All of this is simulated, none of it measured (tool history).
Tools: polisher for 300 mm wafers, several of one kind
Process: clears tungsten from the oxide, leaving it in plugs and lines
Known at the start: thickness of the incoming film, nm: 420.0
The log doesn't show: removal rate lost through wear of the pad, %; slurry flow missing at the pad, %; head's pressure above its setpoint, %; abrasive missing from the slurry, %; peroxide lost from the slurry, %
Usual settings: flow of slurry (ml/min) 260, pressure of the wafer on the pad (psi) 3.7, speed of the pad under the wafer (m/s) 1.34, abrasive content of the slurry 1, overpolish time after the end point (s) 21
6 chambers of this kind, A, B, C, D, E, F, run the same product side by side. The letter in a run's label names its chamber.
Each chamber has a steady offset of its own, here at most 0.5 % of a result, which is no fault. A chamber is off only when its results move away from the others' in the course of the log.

run,hour,flow of slurry (ml/min),pressure of the wafer on the pad (psi),speed of the pad under the wafer (m/s),abrasive content of the slurry,overpolish time after the end point (s),wafers polished on this pad,hours since the slurry nozzle was cleaned,hours since the head pressure was calibrated,hours since the slurry blender was calibrated,hours since the slurry got fresh peroxide,time until the end point was called (s)
1C,3,260,3.7,1.34,1,21,549,161.6,462.8,4.9,75.9,65.329
# hour 5.7: chamber C: worn pad replaced by a new one
2D,7.3,260,3.7,1.34,1,21,129,375.1,505.2,118.6,7.4,65.038
# hour 8.8: chamber E: slurry tank refilled with fresh slurry and peroxide
3E,10.8,260,3.7,1.34,1,21,416,44.6,957.5,156.3,2.1,64.669
# hour 12.5: chamber F: slurry nozzle cleaned
4F,14.2,260,3.7,1.34,1,21,1030,1.8,221.4,214.2,69.5,66.028
5B,17.9,230,3.7,1.34,1,21,463,156.3,503.6,227.9,22.7,65.625
# hour 19.1: chamber F: worn pad replaced by a new one
6A,20.7,230,3.7,1.34,1,21,534,80.2,162.9,249.9,136.8,65.036
7B,23.3,230,3.7,1.34,1,21,525,161.7,509,233.3,28.1,66.116
8D,25.8,230,3.7,1.34,1,21,341,393.6,523.7,137.1,25.9,65.558
9C,30.2,230,3.7,1.34,1,21,280,188.8,490,32.1,103.1,64.999
10A,33.6,230,3.7,1.34,1,21,681,93.1,175.8,262.8,149.7,64.879
11E,35.9,260,4.4,1.34,0.85,21,703,69.7,982.6,181.4,27.2,57.15
# hour 37.3: chamber A: slurry tank refilled with fresh slurry and peroxide
# hour 39.9: chamber C: slurry tank refilled with fresh slurry and peroxide
12F,39.9,260,4.4,1.34,0.85,21,238,27.5,247.1,239.9,95.2,57.035
13C,43.3,260,4.4,1.34,0.85,21,430,201.9,503.1,45.2,3.4,57.437
# hour 46.5: chamber D: worn pad replaced by a new one
14D,46.8,260,4.4,1.34,0.85,21,4,414.6,544.7,158.1,46.9,56.981
15E,50.9,260,4.4,1.34,0.85,21,875,84.7,997.6,196.4,42.2,56.027
# hour 52.4: chamber C: worn pad replaced by a new one
16B,54,260,4.4,1.34,0.85,21,876,192.4,539.7,264,58.8,57.942
# hour 55.7: chamber E: head pressure recalibrated
17A,59.1,260,3.7,1.34,1,21,973,118.6,201.3,288.3,21.9,64.663
# hour 59.2: chamber B: slurry tank refilled with fresh slurry and peroxide
18F,61.4,260,3.7,0.92,1,28,484,49,268.6,261.4,116.7,94.41
19B,64.4,260,3.7,0.92,1,28,995,202.8,550.1,274.4,5.2,95.062
# hour 67.1: chamber B: worn pad replaced by a new one
20A,67.7,260,3.7,0.92,1,28,1071,127.2,209.9,296.9,30.5,93.72
21C,71.2,260,3.7,0.92,1,28,215,229.8,531,73.1,31.3,96.538
22D,76.4,260,3.7,0.92,1,28,342,444.2,574.3,187.7,76.5,94.028
# hour 77.8: chamber D: slurry blender recalibrated
# hour 77.8: chamber A: worn pad replaced by a new one
23E,80.3,260,3.7,0.92,1,28,1211,114.1,24.7,225.8,71.6,94.939
# hour 81.6: chamber E: worn pad replaced by a new one
# hour 81.8: chamber E: slurry tank refilled with fresh slurry and peroxide
24F,84.5,260,3.7,1.34,1,21,748,72.1,291.7,284.5,139.8,65.852
25C,89.7,260,3.7,1.34,1,21,426,248.3,549.5,91.6,49.8,65.418
26F,93.9,260,3.7,1.34,1,21,855,81.5,301.1,293.9,149.2,64.793
# hour 94.9: chamber D: worn pad replaced by a new one
27D,96.4,260,3.7,1.34,1,21,18,464.2,594.3,18.7,96.5,65.306
# hour 98: chamber D: slurry nozzle cleaned
# hour 99.2: chamber C: worn pad replaced by a new one
28A,101.1,260,3.7,1.34,1,21,267,160.6,243.3,330.3,63.9,65.952
29B,106.2,260,3.7,1.34,1,21,447,244.6,591.9,316.2,47,64.867
30E,108.9,260,3.7,1.34,1,21,313,142.7,53.3,254.4,27.2,63.951
31E,111.2,260,3.7,1.34,1,21,339,145,55.6,256.7,29.5,65.612
# hour 112.6: chamber F: worn pad replaced by a new one
32B,114.2,260,3.7,1.34,1,21,538,252.6,599.9,324.2,55,64.808
33C,117.8,260,3.7,1.34,1,21,212,276.4,577.6,119.7,77.9,65.178
34A,120.6,260,3.7,1.34,1,21,490,180.1,262.8,349.8,83.4,65.939
35F,124.9,260,3.7,1.34,1,21,141,112.5,332.1,324.9,180.2,66.987
36D,128.6,260,3.7,1.34,1,21,386,30.6,626.5,50.9,128.7,65.738
# hour 131.3: chamber B: slurry tank refilled with fresh slurry and peroxide
# hour 132.2: chamber A: slurry blender recalibrated
37C,132.3,180,3.7,1.34,0.75,21,378,290.9,592.1,134.2,92.4,74.23
38F,135.9,180,3.7,1.34,0.75,21,267,123.5,343.1,335.9,191.2,76.261
39D,139,180,3.7,1.34,0.75,21,505,41,636.9,61.3,139.1,72.766
40E,143.4,180,3.7,1.34,0.75,21,707,177.2,87.8,288.9,61.7,73.459
41B,147.5,180,3.7,1.34,0.75,21,919,285.9,633.2,357.5,16.3,74.656
# hour 151.7: chamber E: slurry tank refilled with fresh slurry and peroxide
42A,152.5,180,3.7,1.34,0.75,21,854,212,294.7,20.4,115.3,72.543
43E,157.6,260,3.7,1.34,1,21,869,191.4,102,303.1,6,65.756
44A,160.2,260,3.7,1.34,1,21,942,219.7,302.4,28.1,123,66.3

What goes on in this fleet: one chamber off, a drifting gauge, or nothing beyond the chambers' own small offsets? Name the chamber and the cause, if any.

Chamber F drifts away from the others.
Cause: peroxide lost from the slurry, % = 16.3.
The log may not tell that from: slurry flow missing at the pad, %; head's pressure below its setpoint, %; abrasive missing from the slurry, %.

Here are 4 candidates for chamber F's next run, each the usual settings with a change, their results left as question marks. Which one brings its results back in line with what the others give on the usual settings?
In line means no further than this from the other chambers' mean on the usual settings: time until the end point was called (s) 2
45F-1,164,260,3.7,1.34,1.05,21,,,,,,?
45F-2,164,260,3.8,1.38,1,21,,,,,,?
45F-3,164,260,3.7,1.24,1,21,,,,,,?
45F-4,164,260,3.7,1.32,1,21,,,,,,?

The other chambers' mean on the usual settings: time until the end point was called (s) 65.096
run,time until the end point was called (s)
45F-1,68.854
45F-2,65.805
45F-3,75.342
45F-4,70.72
45F-2 brings the chamber back in line.
